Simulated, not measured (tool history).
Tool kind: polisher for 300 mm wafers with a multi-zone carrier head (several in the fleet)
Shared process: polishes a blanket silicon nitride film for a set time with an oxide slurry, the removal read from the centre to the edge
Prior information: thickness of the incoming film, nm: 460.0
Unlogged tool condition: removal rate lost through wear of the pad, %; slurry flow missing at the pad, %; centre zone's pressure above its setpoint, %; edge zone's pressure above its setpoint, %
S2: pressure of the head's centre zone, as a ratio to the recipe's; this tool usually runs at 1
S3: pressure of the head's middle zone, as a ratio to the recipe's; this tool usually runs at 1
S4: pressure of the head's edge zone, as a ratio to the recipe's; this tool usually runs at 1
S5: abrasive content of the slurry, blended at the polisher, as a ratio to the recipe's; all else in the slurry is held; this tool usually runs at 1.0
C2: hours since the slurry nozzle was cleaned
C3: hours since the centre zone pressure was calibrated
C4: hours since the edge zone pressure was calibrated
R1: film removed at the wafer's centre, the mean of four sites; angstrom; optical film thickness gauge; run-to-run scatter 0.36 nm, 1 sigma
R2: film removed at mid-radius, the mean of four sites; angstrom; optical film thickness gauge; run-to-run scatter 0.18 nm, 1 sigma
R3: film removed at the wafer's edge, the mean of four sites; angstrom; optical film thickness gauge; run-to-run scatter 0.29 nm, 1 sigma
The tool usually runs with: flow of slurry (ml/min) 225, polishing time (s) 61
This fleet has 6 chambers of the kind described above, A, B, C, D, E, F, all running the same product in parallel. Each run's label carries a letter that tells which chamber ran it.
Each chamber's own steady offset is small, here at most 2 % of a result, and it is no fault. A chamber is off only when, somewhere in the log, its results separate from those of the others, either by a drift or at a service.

run 1B hour=7.7 | flow_of_slurry_(ml/min)=225 S2=1 S3=1 S4=1 S5=1.0 polishing_time_(s)=61 | wafers_polished_on_this_pad=344 C2=381.8 C3=746.6 C4=348.7 | R1=253.73 R2=254.80 R3=253.41
run 2C hour=20.3 | flow_of_slurry_(ml/min)=225 S2=1 S3=1 S4=1 S5=1.0 polishing_time_(s)=61 | wafers_polished_on_this_pad=190 C2=111.9 C3=1010.1 C4=299.3 | R1=253.37 R2=254.79 R3=252.64
run 3E hour=31.7 | flow_of_slurry_(ml/min)=225 S2=1 S3=1 S4=1 S5=1.0 polishing_time_(s)=61 | wafers_polished_on_this_pad=374 C2=610.6 C3=695.7 C4=228.9 | R1=251.76 R2=257.07 R3=257.19
run 4D hour=37.4 | flow_of_slurry_(ml/min)=225 S2=1 S3=1 S4=1 S5=1.0 polishing_time_(s)=61 | wafers_polished_on_this_pad=495 C2=666.4 C3=1176.7 C4=90.1 | R1=255.61 R2=251.34 R3=252.98
-- hour=40.9 chamber B: worn pad replaced by a new one
-- hour=41.3 chamber A: worn pad replaced by a new one
run 5A hour=46.8 | flow_of_slurry_(ml/min)=225 S2=1 S3=1 S4=1 S5=1.0 polishing_time_(s)=61 | wafers_polished_on_this_pad=33 C2=440.1 C3=572.4 C4=1052.4 | R1=254.59 R2=249.26 R3=258.56
-- hour=50.2 chamber D: worn pad replaced by a new one
run 6F hour=55.9 | flow_of_slurry_(ml/min)=225 S2=1 S3=1 S4=1 S5=1.0 polishing_time_(s)=61 | wafers_polished_on_this_pad=461 C2=139.5 C3=620.6 C4=214.4 | R1=252.94 R2=254.62 R3=260.81
-- hour=57.5 chamber E: centre zone pressure recalibrated
-- hour=62.4 chamber C: centre zone pressure recalibrated
run 7B hour=65.6 | flow_of_slurry_(ml/min)=225 S2=1 S3=1 S4=1 S5=1.0 polishing_time_(s)=61 | wafers_polished_on_this_pad=152 C2=439.7 C3=804.5 C4=406.6 | R1=256.55 R2=255.18 R3=258.56
-- hour=74.3 chamber D: slurry nozzle cleaned
-- hour=74.5 chamber B: centre zone pressure recalibrated
run 8C hour=76.4 | flow_of_slurry_(ml/min)=225 S2=1 S3=1 S4=1 S5=1.0 polishing_time_(s)=61 | wafers_polished_on_this_pad=535 C2=168.0 C3=14.0 C4=355.4 | R1=259.69 R2=256.68 R3=257.25
run 9A hour=83.2 | flow_of_slurry_(ml/min)=225 S2=1 S3=1 S4=1 S5=1.0 polishing_time_(s)=61 | wafers_polished_on_this_pad=258 C2=476.5 C3=608.8 C4=1088.8 | R1=253.76 R2=251.07 R3=254.92
run 10E hour=92.8 | flow_of_slurry_(ml/min)=225 S2=1 S3=1 S4=1 S5=1.0 polishing_time_(s)=61 | wafers_polished_on_this_pad=751 C2=671.7 C3=35.4 C4=290.0 | R1=251.33 R2=255.69 R3=254.89
-- hour=96.9 chamber E: slurry nozzle cleaned
run 11D hour=103.3 | flow_of_slurry_(ml/min)=225 S2=1 S3=1 S4=1 S5=1.0 polishing_time_(s)=61 | wafers_polished_on_this_pad=327 C2=29.1 C3=1242.6 C4=156.0 | R1=254.85 R2=249.32 R3=254.33
run 12F hour=113.2 | flow_of_slurry_(ml/min)=225 S2=1 S3=1 S4=1 S5=1.0 polishing_time_(s)=61 | wafers_polished_on_this_pad=814 C2=196.8 C3=677.9 C4=271.7 | R1=261.12 R2=255.68 R3=255.45
-- hour=117.7 chamber E: worn pad replaced by a new one
run 13A hour=119.0 | flow_of_slurry_(ml/min)=225 S2=1 S3=1 S4=1 S5=1.2 polishing_time_(s)=61 | wafers_polished_on_this_pad=478 C2=512.3 C3=644.6 C4=1124.6 | R1=272.97 R2=265.51 R3=276.88
run 14B hour=125.0 | flow_of_slurry_(ml/min)=225 S2=1 S3=1 S4=1 S5=1.2 polishing_time_(s)=61 | wafers_polished_on_this_pad=518 C2=499.1 C3=50.5 C4=466.0 | R1=276.96 R2=272.66 R3=276.13
run 15D hour=133.3 | flow_of_slurry_(ml/min)=225 S2=1 S3=1 S4=1 S5=1.2 polishing_time_(s)=61 | wafers_polished_on_this_pad=512 C2=59.1 C3=1272.6 C4=186.0 | R1=279.35 R2=270.78 R3=276.14
run 16C hour=141.4 | flow_of_slurry_(ml/min)=225 S2=1 S3=1 S4=1 S5=1.2 polishing_time_(s)=61 | wafers_polished_on_this_pad=936 C2=233.0 C3=79.0 C4=420.4 | R1=277.53 R2=275.74 R3=279.18
-- hour=144.6 chamber F: worn pad replaced by a new one
-- hour=145.4 chamber D: worn pad replaced by a new one
-- hour=150.4 chamber B: worn pad replaced by a new one
run 17E hour=150.8 | flow_of_slurry_(ml/min)=225 S2=1 S3=1 S4=1 S5=1.2 polishing_time_(s)=61 | wafers_polished_on_this_pad=204 C2=54.0 C3=93.4 C4=348.0 | R1=278.15 R2=277.81 R3=276.14
-- hour=155.1 chamber A: slurry nozzle cleaned
run 18F hour=156.6 | flow_of_slurry_(ml/min)=225 S2=1 S3=1 S4=1 S5=1.2 polishing_time_(s)=61 | wafers_polished_on_this_pad=74 C2=240.2 C3=721.3 C4=315.1 | R1=275.06 R2=277.49 R3=272.39
run 19D hour=166.7 | flow_of_slurry_(ml/min)=225 S2=1 S3=1 S4=1 S5=1.0 polishing_time_(s)=61 | wafers_polished_on_this_pad=131 C2=92.5 C3=1306.0 C4=219.4 | R1=253.40 R2=253.19 R3=252.07
-- hour=168.1 chamber A: worn pad replaced by a new one
-- hour=177.7 chamber C: slurry nozzle cleaned
run 20F hour=177.9 | flow_of_slurry_(ml/min)=225 S2=1 S3=1 S4=1 S5=1.0 polishing_time_(s)=61 | wafers_polished_on_this_pad=205 C2=261.5 C3=742.6 C4=336.4 | R1=254.04 R2=251.74 R3=253.85
run 21B hour=186.8 | flow_of_slurry_(ml/min)=225 S2=1 S3=1 S4=1 S5=1.0 polishing_time_(s)=61 | wafers_polished_on_this_pad=224 C2=560.9 C3=112.3 C4=527.8 | R1=256.25 R2=253.05 R3=255.51
-- hour=188.6 chamber B: edge zone pressure recalibrated
run 22A hour=198.8 | flow_of_slurry_(ml/min)=225 S2=1 S3=1 S4=1 S5=1.0 polishing_time_(s)=61 | wafers_polished_on_this_pad=189 C2=43.7 C3=724.4 C4=1204.4 | R1=258.93 R2=248.54 R3=259.44
run 23E hour=209.2 | flow_of_slurry_(ml/min)=225 S2=1 S3=1 S4=1 S5=1.0 polishing_time_(s)=61 | wafers_polished_on_this_pad=564 C2=112.4 C3=151.8 C4=406.4 | R1=253.50 R2=258.90 R3=256.90
run 24C hour=216.3 | flow_of_slurry_(ml/min)=225 S2=1 S3=1 S4=1 S5=1.0 polishing_time_(s)=61 | wafers_polished_on_this_pad=1397 C2=38.7 C3=153.9 C4=495.3 | R1=262.26 R2=252.20 R3=260.57
-- hour=220.0 chamber D: worn pad replaced by a new one
-- hour=220.8 chamber C: worn pad replaced by a new one
run 25C hour=226.4 | flow_of_slurry_(ml/min)=225 S2=1 S3=1 S4=1 S5=1.0 polishing_time_(s)=61 | wafers_polished_on_this_pad=34 C2=48.8 C3=164.0 C4=505.4 | R1=256.76 R2=254.74 R3=260.52
run 26F hour=232.1 | flow_of_slurry_(ml/min)=225 S2=1 S3=1 S4=1 S5=1.0 polishing_time_(s)=61 | wafers_polished_on_this_pad=539 C2=315.7 C3=796.8 C4=390.6 | R1=258.18 R2=255.74 R3=251.14
run 27E hour=237.8 | flow_of_slurry_(ml/min)=225 S2=1 S3=1 S4=1 S5=1.0 polishing_time_(s)=61 | wafers_polished_on_this_pad=740 C2=141.0 C3=180.4 C4=435.0 | R1=254.04 R2=255.06 R3=253.08
run 28B hour=246.6 | flow_of_slurry_(ml/min)=225 S2=1 S3=1 S4=1 S5=1.0 polishing_time_(s)=61 | wafers_polished_on_this_pad=593 C2=620.7 C3=172.1 C4=58.1 | R1=253.07 R2=254.38 R3=255.12
-- hour=248.0 chamber B: slurry nozzle cleaned
-- hour=250.0 chamber A: edge zone pressure recalibrated
run 29A hour=259.1 | flow_of_slurry_(ml/min)=225 S2=1 S3=1 S4=1 S5=1.0 polishing_time_(s)=61 | wafers_polished_on_this_pad=561 C2=104.0 C3=784.7 C4=9.1 | R1=245.25 R2=253.69 R3=255.88
-- hour=259.3 chamber B: worn pad replaced by a new one
run 30D hour=267.5 | flow_of_slurry_(ml/min)=225 S2=1 S3=1 S4=1 S5=1.0 polishing_time_(s)=61 | wafers_polished_on_this_pad=293 C2=193.3 C3=1406.8 C4=320.2 | R1=251.10 R2=255.63 R3=254.97
-- hour=272.6 chamber A: worn pad replaced by a new one
run 31C hour=280.0 | flow_of_slurry_(ml/min)=225 S2=1 S3=1 S4=1 S5=1.0 polishing_time_(s)=61 | wafers_polished_on_this_pad=364 C2=102.4 C3=217.6 C4=559.0 | R1=258.19 R2=252.23 R3=254.87
-- hour=290.0 chamber E: worn pad replaced by a new one
run 32D hour=290.9 | flow_of_slurry_(ml/min)=225 S2=1 S3=1 S4=1 S5=1.0 polishing_time_(s)=61 | wafers_polished_on_this_pad=437 C2=216.7 C3=1430.2 C4=343.6 | R1=250.78 R2=250.30 R3=255.60
-- hour=291.0 chamber F: worn pad replaced by a new one
run 33E hour=299.2 | flow_of_slurry_(ml/min)=225 S2=1 S3=1 S4=1 S5=1.0 polishing_time_(s)=61 | wafers_polished_on_this_pad=57 C2=202.4 C3=241.8 C4=496.4 | R1=251.17 R2=255.34 R3=252.93
run 34F hour=309.7 | flow_of_slurry_(ml/min)=225 S2=1 S3=1 S4=1 S5=1.0 polishing_time_(s)=61 | wafers_polished_on_this_pad=115 C2=393.3 C3=874.4 C4=468.2 | R1=255.30 R2=255.57 R3=255.04
run 35B hour=317.8 | flow_of_slurry_(ml/min)=225 S2=1 S3=1 S4=1 S5=1.0 polishing_time_(s)=61 | wafers_polished_on_this_pad=360 C2=69.9 C3=243.3 C4=129.3 | R1=252.00 R2=254.29 R3=256.34
run 36A hour=327.9 | flow_of_slurry_(ml/min)=225 S2=1 S3=1 S4=1 S5=1.0 polishing_time_(s)=61 | wafers_polished_on_this_pad=341 C2=172.8 C3=853.5 C4=77.9 | R1=254.80 R2=247.30 R3=257.74
run 37E hour=337.8 | flow_of_slurry_(ml/min)=225 S2=1 S3=1 S4=1 S5=1.0 polishing_time_(s)=61 | wafers_polished_on_this_pad=294 C2=241.0 C3=280.4 C4=535.0 | R1=254.66 R2=253.82 R3=248.19

Predict what each chamber gives when all 6 of them run the settings below next.
run 38A hour=347.1 | flow_of_slurry_(ml/min)=225 S2=1 S3=1 S4=1 S5=1.0 polishing_time_(s)=61 | R1=? R2=? R3=?
run 38B hour=347.1 | flow_of_slurry_(ml/min)=225 S2=1 S3=1 S4=1 S5=1.0 polishing_time_(s)=61 | R1=? R2=? R3=?
run 38C hour=347.1 | flow_of_slurry_(ml/min)=225 S2=1 S3=1 S4=1 S5=1.0 polishing_time_(s)=61 | R1=? R2=? R3=?
run 38D hour=347.1 | flow_of_slurry_(ml/min)=225 S2=1 S3=1 S4=1 S5=1.0 polishing_time_(s)=61 | R1=? R2=? R3=?
run 38E hour=347.1 | flow_of_slurry_(ml/min)=225 S2=1 S3=1 S4=1 S5=1.0 polishing_time_(s)=61 | R1=? R2=? R3=?
run 38F hour=347.1 | flow_of_slurry_(ml/min)=225 S2=1 S3=1 S4=1 S5=1.0 polishing_time_(s)=61 | R1=? R2=? R3=?

run=38A R1=245.69 R2=249.50 R3=256.95
run=38B R1=251.30 R2=253.05 R3=256.94
run=38C R1=253.68 R2=254.42 R3=259.88
run=38D R1=250.51 R2=252.87 R3=258.70
run=38E R1=255.23 R2=256.40 R3=250.50
run=38F R1=251.22 R2=259.21 R3=250.29
